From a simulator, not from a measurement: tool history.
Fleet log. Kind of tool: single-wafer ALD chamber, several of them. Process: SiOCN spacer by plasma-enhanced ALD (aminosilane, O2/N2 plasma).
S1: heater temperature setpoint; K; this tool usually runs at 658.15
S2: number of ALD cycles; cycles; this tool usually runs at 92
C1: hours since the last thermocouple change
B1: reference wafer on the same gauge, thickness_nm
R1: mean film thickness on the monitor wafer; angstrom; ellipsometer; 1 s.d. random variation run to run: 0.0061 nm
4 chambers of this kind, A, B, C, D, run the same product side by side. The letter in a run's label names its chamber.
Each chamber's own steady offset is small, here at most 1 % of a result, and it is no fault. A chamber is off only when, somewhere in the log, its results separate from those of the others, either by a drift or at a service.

Run 1C, hour 11.3: usual settings; C1 2251.9; B1 6.3496. Result: R1 55.283 angstrom.
Run 2B, hour 20.1: usual settings; C1 747.1; B1 6.3507. Result: R1 55.421 angstrom.
Run 3A, hour 31.9: usual settings; C1 2879.8; B1 6.3537. Result: R1 55.273 angstrom.
Run 4D, hour 45.6: usual settings; C1 939.6; B1 6.3541. Result: R1 55.586 angstrom.
Run 5A, hour 52.1: usual settings but S1 672.15 K; C1 2900.0; B1 6.3535. Result: R1 55.260 angstrom.
Run 6C, hour 63.7: usual settings but S1 672.15 K; C1 2304.3; B1 6.3545. Result: R1 55.214 angstrom.
Run 7B, hour 78.0: usual settings but S1 672.15 K; C1 805.0; B1 6.3555. Result: R1 55.454 angstrom.
At hour 87.4: chamber A: thermocouple changed; heater temperature recalibrated.
Run 8D, hour 88.8: usual settings but S1 672.15 K; C1 982.8; B1 6.3556. Result: R1 55.573 angstrom.
Run 9B, hour 96.3: usual settings but S1 664.15 K, S2 79 cycles; C1 823.3; B1 6.3560. Result: R1 47.593 angstrom.
Run 10D, hour 103.2: usual settings but S1 664.15 K, S2 79 cycles; C1 997.2; B1 6.3566. Result: R1 47.685 angstrom.
Run 11A, hour 111.8: usual settings but S1 664.15 K, S2 79 cycles; C1 24.5; B1 6.3578. Result: R1 47.407 angstrom.
Run 12C, hour 124.7: usual settings but S1 664.15 K, S2 79 cycles; C1 2365.3; B1 6.3588. Result: R1 47.532 angstrom.
Run 13B, hour 136.0: usual settings; C1 863.0; B1 6.3594. Result: R1 55.587 angstrom.
Run 14A, hour 144.6: usual settings; C1 57.3; B1 6.3598. Result: R1 55.265 angstrom.
Run 15D, hour 151.7: usual settings but S1 665.15 K, S2 79 cycles; C1 1045.7; B1 6.3599. Result: R1 47.664 angstrom.
Run 16C, hour 161.1: usual settings but S1 665.15 K, S2 79 cycles; C1 2401.7; B1 6.3610. Result: R1 47.546 angstrom.
Run 17D, hour 174.1: usual settings but S1 665.15 K, S2 79 cycles; C1 1068.1; B1 6.3615. Result: R1 47.754 angstrom.
Run 18A, hour 185.2: usual settings but S1 665.15 K, S2 79 cycles; C1 97.9; B1 6.3606. Result: R1 47.395 angstrom.
Run 19B, hour 198.1: usual settings; C1 925.1; B1 6.3617. Result: R1 55.581 angstrom.
Run 20C, hour 205.0: usual settings; C1 2445.6; B1 6.3639. Result: R1 55.319 angstrom.
Run 21D, hour 218.0: usual settings; C1 1112.0; B1 6.3633. Result: R1 55.572 angstrom.
Run 22C, hour 227.5: usual settings; C1 2468.1; B1 6.3656. Result: R1 55.327 angstrom.
Run 23A, hour 239.2: usual settings; C1 151.9; B1 6.3654. Result: R1 55.338 angstrom.
Run 24B, hour 248.6: usual settings; C1 975.6; B1 6.3678. Result: R1 55.667 angstrom.
Run 25B, hour 256.5: usual settings; C1 983.5; B1 6.3667. Result: R1 55.649 angstrom.
Run 26C, hour 269.9: usual settings; C1 2510.5; B1 6.3684. Result: R1 55.451 angstrom.
Run 27D, hour 284.4: usual settings; C1 1178.4; B1 6.3680. Result: R1 55.739 angstrom.
Run 28A, hour 291.0: usual settings; C1 203.7; B1 6.3671. Result: R1 55.178 angstrom.
Run 29C, hour 301.2: usual settings; C1 2541.8; B1 6.3676. Result: R1 55.343 angstrom.
At hour 303.9: chamber C: thermocouple changed; heater temperature recalibrated.
Run 30A, hour 310.7: usual settings but S1 671.15 K; C1 223.4; B1 6.3691. Result: R1 55.346 angstrom.
Run 31B, hour 319.6: usual settings but S1 671.15 K; C1 1046.6; B1 6.3689. Result: R1 55.727 angstrom.
Run 32D, hour 329.7: usual settings but S1 671.15 K; C1 1223.7; B1 6.3707. Result: R1 55.667 angstrom.
Run 33B, hour 341.4: usual settings but S1 671.15 K; C1 1068.4; B1 6.3718. Result: R1 55.597 angstrom.
Run 34D, hour 354.9: usual settings; C1 1248.9; B1 6.3713. Result: R1 55.672 angstrom.
Run 35A, hour 365.6: usual settings; C1 278.3; B1 6.3760. Result: R1 55.311 angstrom.
Run 36C, hour 375.3: usual settings; C1 71.4; B1 6.3749. Result: R1 55.414 angstrom.
Run 37D, hour 381.7: usual settings; C1 1275.7; B1 6.3727. Result: R1 55.651 angstrom.
Run 38C, hour 395.7: usual settings; C1 91.8; B1 6.3750. Result: R1 55.483 angstrom.
Run 39A, hour 405.7: usual settings; C1 318.4; B1 6.3765. Result: R1 55.463 angstrom.
Run 40B, hour 420.0: usual settings; C1 1147.0; B1 6.3774. Result: R1 55.750 angstrom.
Run 41C, hour 432.9: usual settings; C1 129.0; B1 6.3768. Result: R1 55.440 angstrom.

Each of the 4 chambers runs these same settings next. Fill in every chamber's results:
Run 42A, hour 443.4: usual settings. Result: R1 ?.
Run 42B, hour 443.4: usual settings. Result: R1 ?.
Run 42C, hour 443.4: usual settings. Result: R1 ?.
Run 42D, hour 443.4: usual settings. Result: R1 ?.

run      R1
42A  55.511
42B  55.613
42C  55.527
42D  55.849

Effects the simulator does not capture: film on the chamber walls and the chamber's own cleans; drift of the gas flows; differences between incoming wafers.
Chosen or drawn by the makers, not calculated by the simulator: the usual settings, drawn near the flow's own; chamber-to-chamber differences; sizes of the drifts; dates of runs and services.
